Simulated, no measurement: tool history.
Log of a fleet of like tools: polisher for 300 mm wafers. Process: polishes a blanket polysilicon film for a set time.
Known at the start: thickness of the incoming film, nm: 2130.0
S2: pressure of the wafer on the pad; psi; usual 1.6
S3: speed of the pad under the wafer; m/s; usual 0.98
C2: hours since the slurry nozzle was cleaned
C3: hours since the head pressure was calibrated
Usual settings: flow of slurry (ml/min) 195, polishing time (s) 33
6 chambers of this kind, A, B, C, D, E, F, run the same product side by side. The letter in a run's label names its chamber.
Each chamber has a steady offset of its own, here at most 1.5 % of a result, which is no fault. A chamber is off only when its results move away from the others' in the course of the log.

run 1F day=0.171 | flow_of_slurry_(ml/min)=195 S2=1.6 S3=0.98 polishing_time_(s)=33 | wafers_polished_on_this_pad=603 C2=126.3 C3=330.5 | film_removed_(angstrom)=1779.4
run 2D day=0.383 | flow_of_slurry_(ml/min)=195 S2=1.6 S3=0.98 polishing_time_(s)=33 | wafers_polished_on_this_pad=830 C2=383.3 C3=208.5 | film_removed_(angstrom)=1757.4
-- day=0.571 chamber D: worn pad replaced by a new one
run 3A day=0.596 | flow_of_slurry_(ml/min)=195 S2=1.6 S3=0.98 polishing_time_(s)=33 | wafers_polished_on_this_pad=411 C2=409.4 C3=1313.2 | film_removed_(angstrom)=1747.8
run 4E day=0.742 | flow_of_slurry_(ml/min)=195 S2=1.6 S3=0.98 polishing_time_(s)=33 | wafers_polished_on_this_pad=134 C2=566.2 C3=1232.7 | film_removed_(angstrom)=1740.5
run 5B day=0.896 | flow_of_slurry_(ml/min)=195 S2=1.6 S3=0.98 polishing_time_(s)=33 | wafers_polished_on_this_pad=1012 C2=270.1 C3=54.1 | film_removed_(angstrom)=1706.5
run 6C day=1.121 | flow_of_slurry_(ml/min)=195 S2=1.6 S3=0.98 polishing_time_(s)=33 | wafers_polished_on_this_pad=703 C2=47.1 C3=69.4 | film_removed_(angstrom)=1737.4
run 7D day=1.254 | flow_of_slurry_(ml/min)=195 S2=1.6 S3=0.98 polishing_time_(s)=33 | wafers_polished_on_this_pad=123 C2=404.2 C3=229.4 | film_removed_(angstrom)=1743.0
run 8E day=1.458 | flow_of_slurry_(ml/min)=195 S2=1.6 S3=0.98 polishing_time_(s)=33 | wafers_polished_on_this_pad=263 C2=583.4 C3=1249.9 | film_removed_(angstrom)=1776.0
run 9F day=1.679 | flow_of_slurry_(ml/min)=195 S2=1.6 S3=0.98 polishing_time_(s)=33 | wafers_polished_on_this_pad=874 C2=162.5 C3=366.7 | film_removed_(angstrom)=1784.2
run 10B day=1.900 | flow_of_slurry_(ml/min)=195 S2=1.6 S3=0.98 polishing_time_(s)=33 | wafers_polished_on_this_pad=1192 C2=294.2 C3=78.2 | film_removed_(angstrom)=1726.6
-- day=2.071 chamber B: worn pad replaced by a new one
-- day=2.129 chamber B: slurry nozzle cleaned
run 11A day=2.142 | flow_of_slurry_(ml/min)=195 S2=1.6 S3=0.98 polishing_time_(s)=33 | wafers_polished_on_this_pad=689 C2=446.5 C3=1350.3 | film_removed_(angstrom)=1763.9
run 12C day=2.375 | flow_of_slurry_(ml/min)=195 S2=1.6 S3=0.98 polishing_time_(s)=33 | wafers_polished_on_this_pad=928 C2=77.2 C3=99.5 | film_removed_(angstrom)=1756.6
run 13A day=2.521 | flow_of_slurry_(ml/min)=195 S2=1.6 S3=0.98 polishing_time_(s)=33 | wafers_polished_on_this_pad=757 C2=455.6 C3=1359.4 | film_removed_(angstrom)=1750.4
-- day=2.629 chamber A: worn pad replaced by a new one
-- day=2.633 chamber C: worn pad replaced by a new one
run 14B day=2.675 | flow_of_slurry_(ml/min)=255 S2=1.6 S3=1.10 polishing_time_(s)=33 | wafers_polished_on_this_pad=108 C2=13.1 C3=96.8 | film_removed_(angstrom)=1973.2
run 15C day=2.792 | flow_of_slurry_(ml/min)=255 S2=1.6 S3=1.10 polishing_time_(s)=33 | wafers_polished_on_this_pad=28 C2=87.2 C3=109.5 | film_removed_(angstrom)=2017.8
-- day=2.892 chamber F: head pressure recalibrated
run 16E day=2.938 | flow_of_slurry_(ml/min)=255 S2=1.6 S3=1.10 polishing_time_(s)=33 | wafers_polished_on_this_pad=529 C2=618.9 C3=1285.4 | film_removed_(angstrom)=2020.4
run 17D day=3.058 | flow_of_slurry_(ml/min)=255 S2=1.6 S3=1.10 polishing_time_(s)=33 | wafers_polished_on_this_pad=447 C2=447.5 C3=272.7 | film_removed_(angstrom)=2027.6
run 18F day=3.196 | flow_of_slurry_(ml/min)=255 S2=1.6 S3=1.10 polishing_time_(s)=33 | wafers_polished_on_this_pad=1147 C2=198.9 C3=7.3 | film_removed_(angstrom)=2221.5
run 19B day=3.417 | flow_of_slurry_(ml/min)=255 S2=1.6 S3=1.10 polishing_time_(s)=33 | wafers_polished_on_this_pad=242 C2=30.9 C3=114.6 | film_removed_(angstrom)=2020.7
run 20A day=3.675 | flow_of_slurry_(ml/min)=195 S2=1.6 S3=0.68 polishing_time_(s)=33 | wafers_polished_on_this_pad=188 C2=483.3 C3=1387.1 | film_removed_(angstrom)=1214.4
-- day=3.725 chamber E: head pressure recalibrated
run 21D day=3.925 | flow_of_slurry_(ml/min)=195 S2=1.6 S3=0.68 polishing_time_(s)=33 | wafers_polished_on_this_pad=603 C2=468.3 C3=293.5 | film_removed_(angstrom)=1203.9
run 22F day=4.179 | flow_of_slurry_(ml/min)=195 S2=1.6 S3=0.68 polishing_time_(s)=33 | wafers_polished_on_this_pad=1324 C2=222.5 C3=30.9 | film_removed_(angstrom)=1309.1
-- day=4.392 chamber A: head pressure recalibrated
run 23C day=4.425 | flow_of_slurry_(ml/min)=195 S2=1.6 S3=0.68 polishing_time_(s)=33 | wafers_polished_on_this_pad=322 C2=126.4 C3=148.7 | film_removed_(angstrom)=1219.8
-- day=4.488 chamber F: worn pad replaced by a new one
run 24E day=4.575 | flow_of_slurry_(ml/min)=195 S2=1.6 S3=0.68 polishing_time_(s)=33 | wafers_polished_on_this_pad=823 C2=658.2 C3=20.4 | film_removed_(angstrom)=1222.9
run 25D day=4.767 | flow_of_slurry_(ml/min)=195 S2=1.6 S3=0.68 polishing_time_(s)=33 | wafers_polished_on_this_pad=755 C2=488.5 C3=313.7 | film_removed_(angstrom)=1201.0
run 26A day=4.912 | flow_of_slurry_(ml/min)=195 S2=1.6 S3=0.98 polishing_time_(s)=33 | wafers_polished_on_this_pad=410 C2=513.0 C3=12.6 | film_removed_(angstrom)=1724.9
run 27E day=5.150 | flow_of_slurry_(ml/min)=195 S2=1.6 S3=0.98 polishing_time_(s)=33 | wafers_polished_on_this_pad=926 C2=672.0 C3=34.2 | film_removed_(angstrom)=1768.9
run 28B day=5.329 | flow_of_slurry_(ml/min)=195 S2=1.6 S3=0.98 polishing_time_(s)=33 | wafers_polished_on_this_pad=586 C2=76.8 C3=160.5 | film_removed_(angstrom)=1719.4
run 29F day=5.475 | flow_of_slurry_(ml/min)=195 S2=1.6 S3=0.98 polishing_time_(s)=33 | wafers_polished_on_this_pad=178 C2=253.6 C3=62.0 | film_removed_(angstrom)=1885.9
run 30C day=5.654 | flow_of_slurry_(ml/min)=195 S2=1.2 S3=0.98 polishing_time_(s)=33 | wafers_polished_on_this_pad=543 C2=155.9 C3=178.2 | film_removed_(angstrom)=1288.5
-- day=5.696 chamber D: worn pad replaced by a new one
run 31A day=5.792 | flow_of_slurry_(ml/min)=195 S2=1.2 S3=0.98 polishing_time_(s)=33 | wafers_polished_on_this_pad=568 C2=534.1 C3=33.7 | film_removed_(angstrom)=1304.9
run 32C day=5.921 | flow_of_slurry_(ml/min)=195 S2=1.2 S3=0.98 polishing_time_(s)=33 | wafers_polished_on_this_pad=591 C2=162.3 C3=184.6 | film_removed_(angstrom)=1312.6
run 33D day=6.042 | flow_of_slurry_(ml/min)=195 S2=1.2 S3=0.98 polishing_time_(s)=33 | wafers_polished_on_this_pad=62 C2=519.1 C3=344.3 | film_removed_(angstrom)=1307.0
run 34E day=6.296 | flow_of_slurry_(ml/min)=195 S2=1.2 S3=0.98 polishing_time_(s)=33 | wafers_polished_on_this_pad=1132 C2=699.5 C3=61.7 | film_removed_(angstrom)=1316.6
run 35F day=6.421 | flow_of_slurry_(ml/min)=195 S2=1.2 S3=0.98 polishing_time_(s)=33 | wafers_polished_on_this_pad=348 C2=276.3 C3=84.7 | film_removed_(angstrom)=1416.1
run 36B day=6.629 | flow_of_slurry_(ml/min)=195 S2=1.6 S3=0.98 polishing_time_(s)=33 | wafers_polished_on_this_pad=819 C2=108.0 C3=191.7 | film_removed_(angstrom)=1727.2

Is one chamber off against the others, does the gauge drift, or is nothing wrong? If a chamber is off, say which, and what the likeliest cause is.

A service left chamber F off against the others.
Cause: head's pressure above its setpoint, % = 7.22.

Here are 4 candidates for chamber F's next run, each the usual settings with a change, their results left as question marks. Which one brings its results back in line with what the others give on the usual settings?
In line means no further than this from the other chambers' mean on the usual settings: film removed (angstrom) 52.0
run 37F-1 day=6.817 | flow_of_slurry_(ml/min)=195 S2=1.7 S3=1.02 polishing_time_(s)=34 | film_removed_(angstrom)=?
run 37F-2 day=6.817 | flow_of_slurry_(ml/min)=195 S2=1.5 S3=0.98 polishing_time_(s)=32 | film_removed_(angstrom)=?
run 37F-3 day=6.817 | flow_of_slurry_(ml/min)=195 S2=1.7 S3=0.98 polishing_time_(s)=34 | film_removed_(angstrom)=?
run 37F-4 day=6.817 | flow_of_slurry_(ml/min)=195 S2=1.5 S3=0.94 polishing_time_(s)=32 | film_removed_(angstrom)=?

The other chambers' mean on the usual settings: film removed (angstrom) 1739.6
run=37F-1 film_removed_(angstrom)=2159.5
run=37F-2 film_removed_(angstrom)=1724.9
run=37F-3 film_removed_(angstrom)=2074.0
run=37F-4 film_removed_(angstrom)=1653.7
37F-2 brings the chamber back in line.
